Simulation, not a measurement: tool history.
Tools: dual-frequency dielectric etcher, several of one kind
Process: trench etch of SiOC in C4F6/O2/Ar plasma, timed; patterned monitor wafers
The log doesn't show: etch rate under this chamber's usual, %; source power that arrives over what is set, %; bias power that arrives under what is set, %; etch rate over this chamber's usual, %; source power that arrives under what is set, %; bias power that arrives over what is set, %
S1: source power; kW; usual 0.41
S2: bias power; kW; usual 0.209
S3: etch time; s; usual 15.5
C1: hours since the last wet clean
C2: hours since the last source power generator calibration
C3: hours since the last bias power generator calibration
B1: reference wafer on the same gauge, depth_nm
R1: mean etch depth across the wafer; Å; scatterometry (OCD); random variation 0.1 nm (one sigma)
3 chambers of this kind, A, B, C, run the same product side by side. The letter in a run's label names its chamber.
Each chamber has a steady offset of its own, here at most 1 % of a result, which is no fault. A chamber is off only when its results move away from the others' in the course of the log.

run	hour	S1	S2	S3	C1	C2	C3	B1	R1
1C	4.6	0.41	0.209	15.5	275.7	3241.2	2244.3	39.17	344.29
2B	8.3	0.41	0.209	15.5	160.9	1129.6	2380.3	39.222	338.77
3A	15.2	0.41	0.209	15.5	249.1	1865.2	744.2	39.233	340.86
4A	18.9	0.41	0.209	15.5	252.8	1868.9	747.9	39.211	340.79
5C	24.3	0.41	0.209	15.5	295.4	3260.9	2264	39.218	345.78
6B	30.1	0.41	0.209	15.5	182.7	1151.4	2402.1	39.171	340.63
7B	36.9	0.41	0.209	15.5	189.5	1158.2	2408.9	39.177	339.48
8C	42.9	0.46	0.256	15.5	314	3279.5	2282.6	39.202	385.24
9A	49.4	0.46	0.256	15.5	283.3	1899.4	778.4	39.183	379.64
10B	52.7	0.46	0.256	15.5	205.3	1174	2424.7	39.208	379.55
11C	59.9	0.41	0.209	15.5	331	3296.5	2299.6	39.162	344.45
12A	63.3	0.41	0.209	15.5	297.2	1913.3	792.3	39.194	338.88
13C	68.8	0.41	0.209	15.5	339.9	3305.4	2308.5	39.2	343.86
14B	74	0.41	0.209	15.5	226.6	1195.3	2446	39.178	337.72
15A	81.1	0.41	0.209	15.5	315	1931.1	810.1	39.205	337.5
16B	88.8	0.41	0.209	15.5	241.4	1210.1	2460.8	39.218	340.45
17C	95	0.41	0.209	15.5	366.1	3331.6	2334.7	39.164	344.57
18A	100.5	0.41	0.209	15.5	334.4	1950.5	829.5	39.203	336.26
19B	104.1	0.41	0.209	15.5	256.7	1225.4	2476.1	39.211	338.42
20A	109	0.41	0.209	15.5	342.9	1959	838	39.18	334.68
21C	115.4	0.41	0.209	15.5	386.5	3352	2355.1	39.196	343.62
22B	119.7	0.47	0.209	15.5	272.3	1241	2491.7	39.186	356.3
23A	123.2	0.47	0.209	15.5	357.1	1973.2	852.2	39.213	353.15
24C	128.3	0.47	0.209	15.5	399.4	3364.9	2368	39.193	363.27
25A	135.2	0.41	0.209	15.5	369.1	1985.2	864.2	39.205	332.27
26B	142.3	0.41	0.209	15.5	294.9	1263.6	2514.3	39.23	337.89
27C	147.4	0.41	0.209	15.5	418.5	3384	2387.1	39.217	342.97
28A	151.8	0.41	0.209	15.5	385.7	2001.8	880.8	39.148	332.37

What goes on in this fleet: one chamber off, a drifting gauge, or nothing beyond the chambers' own small offsets? Name the chamber and the cause, if any.

Chamber A drifts away from the others.
Cause: etch rate under this chamber's usual, % = 2.83.

Here are 4 candidates for chamber A's next run, each the usual settings with a change, their results left as question marks. Which one brings its results back in line with what the others give on the usual settings?
In line means no further than this from the other chambers' mean on the usual settings: R1 3.6 Å
29A-1	157.3	0.41	0.216	15.5					?
29A-2	157.3	0.4	0.206	15.5					?
29A-3	157.3	0.41	0.208	15					?
29A-4	157.3	0.41	0.209	16					?

The other chambers' mean on the usual settings: R1 341.51 Å
run	R1
29A-1	334.53
29A-2	326.16
29A-3	319.71
29A-4	341.57
29A-4 brings the chamber back in line.
